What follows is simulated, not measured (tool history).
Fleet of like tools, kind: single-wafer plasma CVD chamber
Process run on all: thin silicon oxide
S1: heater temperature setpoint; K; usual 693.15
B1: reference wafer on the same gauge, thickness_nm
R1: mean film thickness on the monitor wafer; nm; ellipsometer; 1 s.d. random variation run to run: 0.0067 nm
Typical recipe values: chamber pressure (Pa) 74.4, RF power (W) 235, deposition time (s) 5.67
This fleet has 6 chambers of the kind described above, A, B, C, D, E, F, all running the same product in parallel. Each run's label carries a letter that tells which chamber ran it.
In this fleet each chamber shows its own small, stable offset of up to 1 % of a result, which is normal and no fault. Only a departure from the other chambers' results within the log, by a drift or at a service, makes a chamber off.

{"run": "1B", "hour": 10.1, "S1": 693.15, "chamber pressure (Pa)": 74.4, "RF power (W)": 235, "deposition time (s)": 5.67, "B1": 5.1002, "R1": 6.3547}
{"run": "2C", "hour": 16.7, "S1": 693.15, "chamber pressure (Pa)": 74.4, "RF power (W)": 235, "deposition time (s)": 5.67, "B1": 5.1004, "R1": 6.3085}
{"run": "3E", "hour": 29.4, "S1": 693.15, "chamber pressure (Pa)": 74.4, "RF power (W)": 235, "deposition time (s)": 5.67, "B1": 5.1005, "R1": 6.3407}
{"run": "4A", "hour": 41.7, "S1": 693.15, "chamber pressure (Pa)": 74.4, "RF power (W)": 235, "deposition time (s)": 5.67, "B1": 5.1023, "R1": 6.3979}
{"run": "5F", "hour": 48.8, "S1": 693.15, "chamber pressure (Pa)": 74.4, "RF power (W)": 235, "deposition time (s)": 5.67, "B1": 5.103, "R1": 6.3818}
{"hour": 51.5, "done": "chamber D: capacitance manometer re-zeroed and calibrated"}
{"run": "6D", "hour": 59.9, "S1": 693.15, "chamber pressure (Pa)": 74.4, "RF power (W)": 235, "deposition time (s)": 5.67, "B1": 5.1037, "R1": 6.3355}
{"run": "7D", "hour": 66.3, "S1": 693.15, "chamber pressure (Pa)": 74.4, "RF power (W)": 235, "deposition time (s)": 5.67, "B1": 5.1044, "R1": 6.3422}
{"run": "8A", "hour": 76.6, "S1": 693.15, "chamber pressure (Pa)": 74.4, "RF power (W)": 235, "deposition time (s)": 5.67, "B1": 5.1057, "R1": 6.4084}
{"run": "9E", "hour": 84.7, "S1": 693.15, "chamber pressure (Pa)": 74.4, "RF power (W)": 235, "deposition time (s)": 5.67, "B1": 5.1052, "R1": 6.3458}
{"run": "10B", "hour": 95.2, "S1": 679.15, "chamber pressure (Pa)": 74.4, "RF power (W)": 235, "deposition time (s)": 5.67, "B1": 5.1062, "R1": 6.425}
{"run": "11C", "hour": 100.9, "S1": 679.15, "chamber pressure (Pa)": 74.4, "RF power (W)": 235, "deposition time (s)": 5.67, "B1": 5.1068, "R1": 6.376}
{"run": "12F", "hour": 110.6, "S1": 679.15, "chamber pressure (Pa)": 74.4, "RF power (W)": 235, "deposition time (s)": 5.67, "B1": 5.1085, "R1": 6.4491}
{"run": "13B", "hour": 120.6, "S1": 679.15, "chamber pressure (Pa)": 74.4, "RF power (W)": 235, "deposition time (s)": 5.67, "B1": 5.1081, "R1": 6.4293}
{"run": "14A", "hour": 129.3, "S1": 679.15, "chamber pressure (Pa)": 74.4, "RF power (W)": 235, "deposition time (s)": 5.67, "B1": 5.1078, "R1": 6.4778}
{"run": "15C", "hour": 141.3, "S1": 679.15, "chamber pressure (Pa)": 74.4, "RF power (W)": 235, "deposition time (s)": 5.67, "B1": 5.1078, "R1": 6.3781}
{"run": "16D", "hour": 148.3, "S1": 693.15, "chamber pressure (Pa)": 74.4, "RF power (W)": 235, "deposition time (s)": 5.67, "B1": 5.1094, "R1": 6.343}
{"run": "17F", "hour": 154.3, "S1": 693.15, "chamber pressure (Pa)": 74.4, "RF power (W)": 235, "deposition time (s)": 5.67, "B1": 5.1083, "R1": 6.3857}
{"run": "18E", "hour": 160.9, "S1": 693.15, "chamber pressure (Pa)": 74.4, "RF power (W)": 235, "deposition time (s)": 5.67, "B1": 5.1115, "R1": 6.3365}
{"run": "19F", "hour": 172.9, "S1": 693.15, "chamber pressure (Pa)": 60.3, "RF power (W)": 235, "deposition time (s)": 5.67, "B1": 5.1103, "R1": 5.0176}
{"run": "20D", "hour": 180.7, "S1": 693.15, "chamber pressure (Pa)": 60.3, "RF power (W)": 235, "deposition time (s)": 5.67, "B1": 5.1107, "R1": 5.022}
{"run": "21B", "hour": 187.4, "S1": 693.15, "chamber pressure (Pa)": 60.3, "RF power (W)": 235, "deposition time (s)": 5.67, "B1": 5.1131, "R1": 5.0169}
{"run": "22A", "hour": 193.0, "S1": 693.15, "chamber pressure (Pa)": 60.3, "RF power (W)": 235, "deposition time (s)": 5.67, "B1": 5.1124, "R1": 5.0542}
{"run": "23C", "hour": 203.7, "S1": 693.15, "chamber pressure (Pa)": 60.3, "RF power (W)": 235, "deposition time (s)": 5.67, "B1": 5.1124, "R1": 4.9904}
{"run": "24E", "hour": 209.9, "S1": 693.15, "chamber pressure (Pa)": 60.3, "RF power (W)": 235, "deposition time (s)": 5.67, "B1": 5.1134, "R1": 5.001}
{"run": "25E", "hour": 217.1, "S1": 693.15, "chamber pressure (Pa)": 74.4, "RF power (W)": 235, "deposition time (s)": 5.67, "B1": 5.1149, "R1": 6.3413}
{"run": "26F", "hour": 224.7, "S1": 693.15, "chamber pressure (Pa)": 74.4, "RF power (W)": 235, "deposition time (s)": 5.67, "B1": 5.113, "R1": 6.396}
{"run": "27C", "hour": 234.1, "S1": 693.15, "chamber pressure (Pa)": 74.4, "RF power (W)": 235, "deposition time (s)": 5.67, "B1": 5.1126, "R1": 6.3298}
{"run": "28D", "hour": 239.6, "S1": 693.15, "chamber pressure (Pa)": 74.4, "RF power (W)": 235, "deposition time (s)": 5.67, "B1": 5.1148, "R1": 6.34}
{"hour": 244.3, "done": "chamber B: RF generator calibrated"}
{"run": "29A", "hour": 247.5, "S1": 693.15, "chamber pressure (Pa)": 74.4, "RF power (W)": 235, "deposition time (s)": 5.67, "B1": 5.115, "R1": 6.4135}
{"run": "30B", "hour": 255.4, "S1": 684.15, "chamber pressure (Pa)": 74.4, "RF power (W)": 235, "deposition time (s)": 4.72, "B1": 5.1165, "R1": 5.3497}
{"run": "31E", "hour": 266.1, "S1": 684.15, "chamber pressure (Pa)": 74.4, "RF power (W)": 235, "deposition time (s)": 4.72, "B1": 5.1172, "R1": 5.3197}
{"run": "32A", "hour": 277.7, "S1": 684.15, "chamber pressure (Pa)": 74.4, "RF power (W)": 235, "deposition time (s)": 4.72, "B1": 5.1192, "R1": 5.3834}
{"hour": 279.7, "done": "chamber F: thermocouple changed; heater temperature recalibrated"}
{"run": "33B", "hour": 284.1, "S1": 684.15, "chamber pressure (Pa)": 74.4, "RF power (W)": 235, "deposition time (s)": 4.72, "B1": 5.1186, "R1": 5.3586}
{"run": "34C", "hour": 294.4, "S1": 684.15, "chamber pressure (Pa)": 74.4, "RF power (W)": 235, "deposition time (s)": 4.72, "B1": 5.1207, "R1": 5.3081}
{"run": "35F", "hour": 305.0, "S1": 684.15, "chamber pressure (Pa)": 74.4, "RF power (W)": 235, "deposition time (s)": 4.72, "B1": 5.1203, "R1": 5.3584}
{"run": "36D", "hour": 316.3, "S1": 693.15, "chamber pressure (Pa)": 74.4, "RF power (W)": 235, "deposition time (s)": 5.67, "B1": 5.1208, "R1": 6.3512}
{"run": "37F", "hour": 327.7, "S1": 693.15, "chamber pressure (Pa)": 74.4, "RF power (W)": 235, "deposition time (s)": 5.67, "B1": 5.1189, "R1": 6.3926}
{"run": "38C", "hour": 336.4, "S1": 693.15, "chamber pressure (Pa)": 74.4, "RF power (W)": 235, "deposition time (s)": 5.67, "B1": 5.1207, "R1": 6.3417}
{"run": "39E", "hour": 345.8, "S1": 693.15, "chamber pressure (Pa)": 74.4, "RF power (W)": 235, "deposition time (s)": 5.67, "B1": 5.1214, "R1": 6.3512}

What goes on in this fleet: one chamber off, a drifting gauge, or nothing beyond the chambers' own small offsets? Name the chamber and the cause, if any.

No chamber is off; the gauge reading every chamber's wafers drifts, which makes the whole fleet appear to move together.
Likeliest cause: gauge reads high (%) = 0.435.
